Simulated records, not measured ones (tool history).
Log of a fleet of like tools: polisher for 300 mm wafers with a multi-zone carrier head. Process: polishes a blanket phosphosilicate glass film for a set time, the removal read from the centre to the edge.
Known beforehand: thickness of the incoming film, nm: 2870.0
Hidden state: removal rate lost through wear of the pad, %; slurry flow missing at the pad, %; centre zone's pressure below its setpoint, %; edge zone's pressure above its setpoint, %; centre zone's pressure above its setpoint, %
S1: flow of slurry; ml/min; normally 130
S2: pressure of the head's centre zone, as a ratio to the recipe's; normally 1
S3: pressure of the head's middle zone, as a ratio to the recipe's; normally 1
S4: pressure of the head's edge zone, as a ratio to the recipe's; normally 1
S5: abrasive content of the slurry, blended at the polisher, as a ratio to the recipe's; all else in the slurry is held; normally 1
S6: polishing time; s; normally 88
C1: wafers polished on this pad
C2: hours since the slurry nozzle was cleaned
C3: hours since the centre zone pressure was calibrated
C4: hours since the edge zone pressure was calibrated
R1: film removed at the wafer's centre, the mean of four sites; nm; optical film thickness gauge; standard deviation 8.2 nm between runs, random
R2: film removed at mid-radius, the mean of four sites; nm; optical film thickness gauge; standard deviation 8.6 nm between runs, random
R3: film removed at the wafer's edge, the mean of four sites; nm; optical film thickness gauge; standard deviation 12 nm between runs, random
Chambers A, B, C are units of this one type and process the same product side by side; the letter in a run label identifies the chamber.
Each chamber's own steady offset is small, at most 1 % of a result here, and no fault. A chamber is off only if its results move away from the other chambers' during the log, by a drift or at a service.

{"run": "1B", "hour": 5.6, "S1": 130, "S2": 1, "S3": 1, "S4": 1, "S5": 1, "S6": 88, "C1": 1008, "C2": 507.9, "C3": 402.2, "C4": 897.1, "R1": 844.9, "R2": 845.1, "R3": 826.25}
{"hour": 11.2, "done": "chamber A: worn pad replaced by a new one"}
{"hour": 11.4, "done": "chamber C: slurry nozzle cleaned"}
{"run": "2C", "hour": 14.4, "S1": 130, "S2": 1, "S3": 1, "S4": 1, "S5": 1, "S6": 88, "C1": 333, "C2": 3.1, "C3": 437.2, "C4": 1151.3, "R1": 845.03, "R2": 849.07, "R3": 815.55}
{"run": "3A", "hour": 24.0, "S1": 130, "S2": 1, "S3": 1, "S4": 1, "S5": 1, "S6": 88, "C1": 108, "C2": 86.4, "C3": 1306.5, "C4": 512.8, "R1": 830.08, "R2": 832.35, "R3": 871.64}
{"run": "4A", "hour": 33.7, "S1": 130, "S2": 1, "S3": 1, "S4": 1, "S5": 1, "S6": 88, "C1": 190, "C2": 96.1, "C3": 1316.2, "C4": 522.5, "R1": 817.59, "R2": 834.17, "R3": 867.31}
{"run": "5B", "hour": 40.5, "S1": 130, "S2": 1, "S3": 1, "S4": 1, "S5": 1, "S6": 88, "C1": 1304, "C2": 542.8, "C3": 437.1, "C4": 932, "R1": 840.44, "R2": 855.23, "R3": 827.89}
{"run": "6C", "hour": 50.4, "S1": 130, "S2": 1, "S3": 1, "S4": 1, "S5": 1, "S6": 88, "C1": 637, "C2": 39.1, "C3": 473.2, "C4": 1187.3, "R1": 842.76, "R2": 851.63, "R3": 822.98}
{"hour": 56.6, "done": "chamber B: slurry nozzle cleaned"}
{"hour": 58.2, "done": "chamber C: worn pad replaced by a new one"}
{"run": "7A", "hour": 59.9, "S1": 130, "S2": 1, "S3": 1, "S4": 1, "S5": 1, "S6": 88, "C1": 412, "C2": 122.3, "C3": 1342.4, "C4": 548.7, "R1": 841.22, "R2": 841.43, "R3": 853.81}
{"hour": 62.2, "done": "chamber B: worn pad replaced by a new one"}
{"run": "8B", "hour": 68.6, "S1": 130, "S2": 1, "S3": 1, "S4": 1, "S5": 1, "S6": 88, "C1": 54, "C2": 12, "C3": 465.2, "C4": 960.1, "R1": 851.04, "R2": 834.54, "R3": 834.98}
{"run": "9C", "hour": 79.1, "S1": 130, "S2": 1, "S3": 1, "S4": 1, "S5": 1, "S6": 88, "C1": 177, "C2": 67.8, "C3": 501.9, "C4": 1216, "R1": 841.28, "R2": 849.85, "R3": 817.21}
{"run": "10A", "hour": 91.5, "S1": 130, "S2": 1, "S3": 1, "S4": 1, "S5": 1, "S6": 88, "C1": 680, "C2": 153.9, "C3": 1374, "C4": 580.3, "R1": 833.33, "R2": 847.42, "R3": 842.22}
{"hour": 95.7, "done": "chamber A: centre zone pressure recalibrated"}
{"run": "11C", "hour": 100.5, "S1": 130, "S2": 1, "S3": 1, "S4": 1, "S5": 1, "S6": 88, "C1": 358, "C2": 89.2, "C3": 523.3, "C4": 1237.4, "R1": 839.85, "R2": 853.52, "R3": 841.18}
{"run": "12B", "hour": 110.5, "S1": 130, "S2": 1, "S3": 1, "S4": 1, "S5": 1, "S6": 88, "C1": 409, "C2": 53.9, "C3": 507.1, "C4": 1002, "R1": 840.83, "R2": 851.15, "R3": 848.64}
{"run": "13B", "hour": 117.9, "S1": 130, "S2": 1, "S3": 1, "S4": 1, "S5": 1, "S6": 88, "C1": 471, "C2": 61.3, "C3": 514.5, "C4": 1009.4, "R1": 843.07, "R2": 860.55, "R3": 844.28}
{"hour": 118.4, "done": "chamber A: edge zone pressure recalibrated"}
{"hour": 123.5, "done": "chamber A: worn pad replaced by a new one"}
{"run": "14C", "hour": 128.3, "S1": 130, "S2": 1, "S3": 1, "S4": 1, "S5": 1, "S6": 88, "C1": 594, "C2": 117, "C3": 551.1, "C4": 1265.2, "R1": 854.33, "R2": 851.03, "R3": 822.17}
{"hour": 133.2, "done": "chamber C: worn pad replaced by a new one"}
{"run": "15A", "hour": 133.9, "S1": 130, "S2": 1, "S3": 1, "S4": 1.05, "S5": 0.8, "S6": 88, "C1": 88, "C2": 196.3, "C3": 38.2, "C4": 15.5, "R1": 672.58, "R2": 751.38, "R3": 782.45}
{"run": "16A", "hour": 142.5, "S1": 130, "S2": 1, "S3": 1, "S4": 1.05, "S5": 0.8, "S6": 88, "C1": 161, "C2": 204.9, "C3": 46.8, "C4": 24.1, "R1": 666.63, "R2": 756.27, "R3": 786.07}
{"run": "17B", "hour": 152.0, "S1": 130, "S2": 1, "S3": 1, "S4": 1.05, "S5": 0.8, "S6": 88, "C1": 760, "C2": 95.4, "C3": 548.6, "C4": 1043.5, "R1": 753.95, "R2": 758.96, "R3": 769.29}
{"run": "18C", "hour": 162.7, "S1": 130, "S2": 1, "S3": 1, "S4": 1, "S5": 1, "S6": 88, "C1": 250, "C2": 151.4, "C3": 585.5, "C4": 1299.6, "R1": 835.77, "R2": 849.46, "R3": 816.95}
{"run": "19C", "hour": 172.1, "S1": 130, "S2": 1, "S3": 1, "S4": 1, "S5": 1, "S6": 88, "C1": 330, "C2": 160.8, "C3": 594.9, "C4": 1309, "R1": 836.22, "R2": 857.28, "R3": 858.28}
{"run": "20B", "hour": 183.8, "S1": 130, "S2": 1, "S3": 1, "S4": 1, "S5": 1, "S6": 88, "C1": 1029, "C2": 127.2, "C3": 580.4, "C4": 1075.3, "R1": 842.31, "R2": 848.27, "R3": 837.85}
{"run": "21A", "hour": 189.2, "S1": 130, "S2": 1, "S3": 1, "S4": 1, "S5": 1, "S6": 88, "C1": 556, "C2": 251.6, "C3": 93.5, "C4": 70.8, "R1": 742.39, "R2": 844.74, "R3": 858.1}

Is one chamber out of step, is the gauge drifting, or do the chambers differ by no more than their own small offsets? For an off chamber, give its letter and the likeliest cause.

After it was serviced, chamber A no longer matches the other chambers.
Likeliest cause: centre zone's pressure below its setpoint, % = 9.38.

Chamber A could run next with any of the 4 candidate recipes listed below; each alters the usual settings, and their results appear as question marks. Which one brings its results back in line with what the other chambers deliver on the usual settings?
Counts as in line when no further than this from what the other chambers average on the usual settings: R1 29 nm; R2 30 nm; R3 43 nm
{"run": "22A-1", "hour": 198.1, "S1": 150, "S2": 1.17, "S3": 0.99, "S4": 0.91, "S5": 1, "S6": 88, "R1": "?", "R2": "?", "R3": "?"}
{"run": "22A-2", "hour": 198.1, "S1": 115, "S2": 0.85, "S3": 1, "S4": 1.07, "S5": 1, "S6": 88, "R1": "?", "R2": "?", "R3": "?"}
{"run": "22A-3", "hour": 198.1, "S1": 140, "S2": 1.09, "S3": 1, "S4": 0.96, "S5": 1, "S6": 88, "R1": "?", "R2": "?", "R3": "?"}
{"run": "22A-4", "hour": 198.1, "S1": 120, "S2": 0.91, "S3": 1, "S4": 1.04, "S5": 1, "S6": 88, "R1": "?", "R2": "?", "R3": "?"}

The other chambers' mean on the usual settings: R1 840.18 nm; R2 849.06 nm; R3 837.18 nm
run=22A-1 R1=920.54 R2=855.92 R3=822.09
run=22A-2 R1=603.61 R2=816.93 R3=858.44
run=22A-3 R1=838.58 R2=852.62 R3=836.34
run=22A-4 R1=659.77 R2=825.07 R3=851.51
Change 22A-3 lands the chamber within the allowed miss of the other chambers.
